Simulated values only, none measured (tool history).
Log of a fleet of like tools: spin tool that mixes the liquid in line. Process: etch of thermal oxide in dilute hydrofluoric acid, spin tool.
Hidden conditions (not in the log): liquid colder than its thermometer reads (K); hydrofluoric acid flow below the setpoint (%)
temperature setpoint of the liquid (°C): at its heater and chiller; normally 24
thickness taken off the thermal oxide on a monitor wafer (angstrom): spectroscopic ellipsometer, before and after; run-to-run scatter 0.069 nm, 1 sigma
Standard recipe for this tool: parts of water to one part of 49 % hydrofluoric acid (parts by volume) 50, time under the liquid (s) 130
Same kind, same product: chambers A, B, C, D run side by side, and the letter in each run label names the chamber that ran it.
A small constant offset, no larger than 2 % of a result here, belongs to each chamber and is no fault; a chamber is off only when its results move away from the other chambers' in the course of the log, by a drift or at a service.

run,hour,temperature setpoint of the liquid (°C),parts of water to one part of 49 % hydrofluoric acid (parts by volume),time under the liquid (s),hours since the thermometer was replaced,hours since the hydrofluoric acid flow meter was replaced,"read-back film thickness of the thermal oxide reference wafer, read on the same gauge (nm)",thickness taken off the thermal oxide on a monitor wafer (angstrom)
1B,3.8,24,50,130,2513,586,50.005,135.29
2D,6.2,24,50,130,594.9,272.4,49.968,137.04
3C,8.4,24,50,130,1107.2,829.9,49.994,135.52
4A,10.8,24,50,130,195.9,357.2,50.021,135.53
5C,13.9,24,50,130,1112.7,835.4,50.012,135.42
6A,16.5,24,50,130,201.6,362.9,50.008,135.71
7B,21.3,24,50,130,2530.5,603.5,50,135.12
8D,24.2,24,50,130,612.9,290.4,49.989,136.91
9B,26.7,24,50,130,2535.9,608.9,49.996,136.55
10D,30.7,24,50,130,619.4,296.9,50.017,136.03
11A,34.3,24,50,130,219.4,380.7,50.001,134.77
# hour 36.1: chamber B: thermometer replaced
12C,39.1,24,50,130,1137.9,860.6,50.001,134.66
13B,44.2,24,50,130,8.2,626.4,49.996,136.07
# hour 45.5: chamber C: thermometer replaced
14D,48.4,24,50,130,637.1,314.6,50.016,136.99
15A,50.6,24,50,130,235.7,397,50.006,134.55
16C,55.6,24,50,130,10.1,877.1,50,134.43
# hour 58.4: chamber D: thermometer replaced
17D,59.8,24,50,130,1.4,326,49.99,138.52
18A,63.4,19,40,130,248.5,409.8,49.983,139.46
19C,67.5,19,40,130,22,889,50,138.53
20B,72,19,40,130,36,654.2,50.003,139.96
21C,75.7,19,40,130,30.2,897.2,50.019,138.81
22B,80.4,24,50,130,44.4,662.6,49.988,135.49
# hour 81.1: chamber C: hydrofluoric acid flow meter replaced
23A,84.1,24,50,130,269.2,430.5,50,135.22
24D,86.6,24,50,130,28.2,352.8,50.009,138.13
25B,89.7,24,50,130,53.7,671.9,50.013,136.36
26A,93.1,24,50,130,278.2,439.5,50.003,136.13
27D,96.2,24,50,130,37.8,362.4,50.004,137.49
28C,98.9,24,50,130,53.4,17.9,50.007,135.48
29B,101.7,24,50,130,65.7,683.9,50.01,135.85
30A,106,24,50,130,291.1,452.4,50.007,134.9
31D,109.3,24,50,130,50.9,375.5,49.981,138.37
32C,111.9,22.5,70,130,66.4,30.9,49.998,88.518
33C,115.4,22.5,70,130,69.9,34.4,50.013,88.712
34D,120.5,22.5,70,130,62.1,386.7,49.984,89.642
35A,124.1,22.5,70,130,309.2,470.5,49.992,88.331
36B,127.2,24,50,130,91.2,709.4,49.993,137.13
37B,131.3,24,50,130,95.3,713.5,49.978,135.45
38A,134.2,24,50,130,319.3,480.6,49.993,135.18
39C,139.4,24,50,130,93.9,58.4,49.984,135.02
40D,144.3,24,50,130,85.9,410.5,50.006,136.07

Next, all 4 chambers run the settings below, one line each with question marks for the results. What does each chamber give?
41A,148,24,60,130,,,,?
41B,148,24,60,130,,,,?
41C,148,24,60,130,,,,?
41D,148,24,60,130,,,,?

run,thickness taken off the thermal oxide on a monitor wafer (angstrom)
41A,111.77
41B,111.58
41C,111.32
41D,112.67
